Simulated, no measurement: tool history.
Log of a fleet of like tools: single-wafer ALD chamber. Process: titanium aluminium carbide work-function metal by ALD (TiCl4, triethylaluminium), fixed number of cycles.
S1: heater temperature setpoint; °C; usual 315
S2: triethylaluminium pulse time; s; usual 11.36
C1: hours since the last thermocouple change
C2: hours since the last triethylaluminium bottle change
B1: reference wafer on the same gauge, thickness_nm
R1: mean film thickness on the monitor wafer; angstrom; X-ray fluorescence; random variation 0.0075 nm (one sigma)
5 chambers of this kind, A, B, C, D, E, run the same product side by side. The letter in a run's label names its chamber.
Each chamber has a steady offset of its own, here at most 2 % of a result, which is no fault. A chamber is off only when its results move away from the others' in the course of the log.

Run 1D, hour 11.0: usual settings; C1 505.2; C2 95.7; B1 1.8600. Result: R1 22.013 angstrom.
Run 2C, hour 21.5: usual settings; C1 756.0; C2 676.4; B1 1.8598. Result: R1 21.425 angstrom.
Run 3E, hour 35.5: usual settings; C1 536.0; C2 308.7; B1 1.8596. Result: R1 21.526 angstrom.
Run 4B, hour 47.9: usual settings; C1 1322.5; C2 1604.5; B1 1.8622. Result: R1 21.616 angstrom.
Run 5A, hour 58.3: usual settings; C1 462.5; C2 406.8; B1 1.8594. Result: R1 21.565 angstrom.
Run 6A, hour 67.0: usual settings; C1 471.2; C2 415.5; B1 1.8578. Result: R1 21.452 angstrom.
Run 7B, hour 78.7: usual settings; C1 1353.3; C2 1635.3; B1 1.8607. Result: R1 21.620 angstrom.
Run 8E, hour 85.7: usual settings; C1 586.2; C2 358.9; B1 1.8598. Result: R1 21.495 angstrom.
Run 9D, hour 95.8: usual settings; C1 590.0; C2 180.5; B1 1.8582. Result: R1 21.765 angstrom.
Run 10C, hour 104.8: usual settings; C1 839.3; C2 759.7; B1 1.8600. Result: R1 21.414 angstrom.
Run 11B, hour 117.4: usual settings but S1 329 °C, S2 9.01 s; C1 1392.0; C2 1674.0; B1 1.8591. Result: R1 22.374 angstrom.
Run 12D, hour 126.6: usual settings but S1 329 °C, S2 9.01 s; C1 620.8; C2 211.3; B1 1.8595. Result: R1 22.643 angstrom.
Run 13E, hour 137.3: usual settings but S1 329 °C, S2 9.01 s; C1 637.8; C2 410.5; B1 1.8605. Result: R1 21.927 angstrom.
Run 14A, hour 146.3: usual settings but S1 329 °C, S2 9.01 s; C1 550.5; C2 494.8; B1 1.8598. Result: R1 22.011 angstrom.
Run 15C, hour 153.9: usual settings but S1 329 °C, S2 9.01 s; C1 888.4; C2 808.8; B1 1.8609. Result: R1 22.109 angstrom.
Run 16C, hour 165.5: usual settings; C1 900.0; C2 820.4; B1 1.8602. Result: R1 21.353 angstrom.
Run 17B, hour 171.6: usual settings; C1 1446.2; C2 1728.2; B1 1.8609. Result: R1 21.544 angstrom.
Run 18A, hour 177.8: usual settings; C1 582.0; C2 526.3; B1 1.8596. Result: R1 21.484 angstrom.
Run 19D, hour 184.3: usual settings but S2 15.62 s; C1 678.5; C2 269.0; B1 1.8591. Result: R1 22.202 angstrom.
Run 20E, hour 195.5: usual settings but S2 15.62 s; C1 696.0; C2 468.7; B1 1.8592. Result: R1 21.773 angstrom.
Run 21C, hour 202.1: usual settings but S2 15.62 s; C1 936.6; C2 857.0; B1 1.8598. Result: R1 21.828 angstrom.
Run 22B, hour 212.3: usual settings but S2 15.62 s; C1 1486.9; C2 1768.9; B1 1.8605. Result: R1 22.054 angstrom.
Run 23A, hour 219.3: usual settings but S2 15.62 s; C1 623.5; C2 567.8; B1 1.8601. Result: R1 21.899 angstrom.
Run 24D, hour 229.6: usual settings; C1 723.8; C2 314.3; B1 1.8597. Result: R1 21.825 angstrom.
Run 25E, hour 241.8: usual settings; C1 742.3; C2 515.0; B1 1.8600. Result: R1 21.200 angstrom.
Run 26E, hour 253.0: usual settings; C1 753.5; C2 526.2; B1 1.8586. Result: R1 21.211 angstrom.
Run 27C, hour 265.0: usual settings; C1 999.5; C2 919.9; B1 1.8603. Result: R1 21.498 angstrom.
Run 28B, hour 272.8: usual settings but S2 13.19 s; C1 1547.4; C2 1829.4; B1 1.8598. Result: R1 21.715 angstrom.
Run 29D, hour 284.2: usual settings but S2 13.19 s; C1 778.4; C2 368.9; B1 1.8596. Result: R1 22.067 angstrom.
Run 30A, hour 295.7: usual settings but S2 13.19 s; C1 699.9; C2 644.2; B1 1.8604. Result: R1 21.836 angstrom.
Run 31A, hour 305.7: usual settings but S2 13.19 s; C1 709.9; C2 654.2; B1 1.8605. Result: R1 21.623 angstrom.
Run 32D, hour 317.5: usual settings but S2 13.19 s; C1 811.7; C2 402.2; B1 1.8615. Result: R1 22.165 angstrom.
Run 33B, hour 327.9: usual settings; C1 1602.5; C2 1884.5; B1 1.8605. Result: R1 21.590 angstrom.
At hour 329.8: chamber C: triethylaluminium bottle replaced.
Run 34E, hour 341.8: usual settings; C1 842.3; C2 615.0; B1 1.8598. Result: R1 20.915 angstrom.
Run 35C, hour 355.5: usual settings; C1 1090.0; C2 25.8; B1 1.8611. Result: R1 21.464 angstrom.
Run 36A, hour 365.5: usual settings; C1 769.7; C2 714.0; B1 1.8596. Result: R1 21.371 angstrom.

Is one chamber off against the others, does the gauge drift, or is nothing wrong? If a chamber is off, say which, and what the likeliest cause is.

Chamber E drifts away from the others.
Cause: triethylaluminium dose below that of a fresh bottle (%) = 24.1.

Here are 4 candidates for chamber E's next run, each the usual settings with a change, their results left as question marks. Which one brings its results back in line with what the others give on the usual settings?
In line means no further than this from the other chambers' mean on the usual settings: R1 0.260 angstrom
Run 37E-1, hour 375.7: usual settings but S2 9.47 s. Result: R1 ?.
Run 37E-2, hour 375.7: usual settings but S2 12.22 s. Result: R1 ?.
Run 37E-3, hour 375.7: usual settings but S1 312 °C. Result: R1 ?.
Run 37E-4, hour 375.7: usual settings but S1 324 °C. Result: R1 ?.

The other chambers' mean on the usual settings: R1 21.640 angstrom
  run      R1
37E-1  20.116
37E-2  21.074
37E-3  20.584
37E-4  21.632
37E-4 brings the chamber back in line.
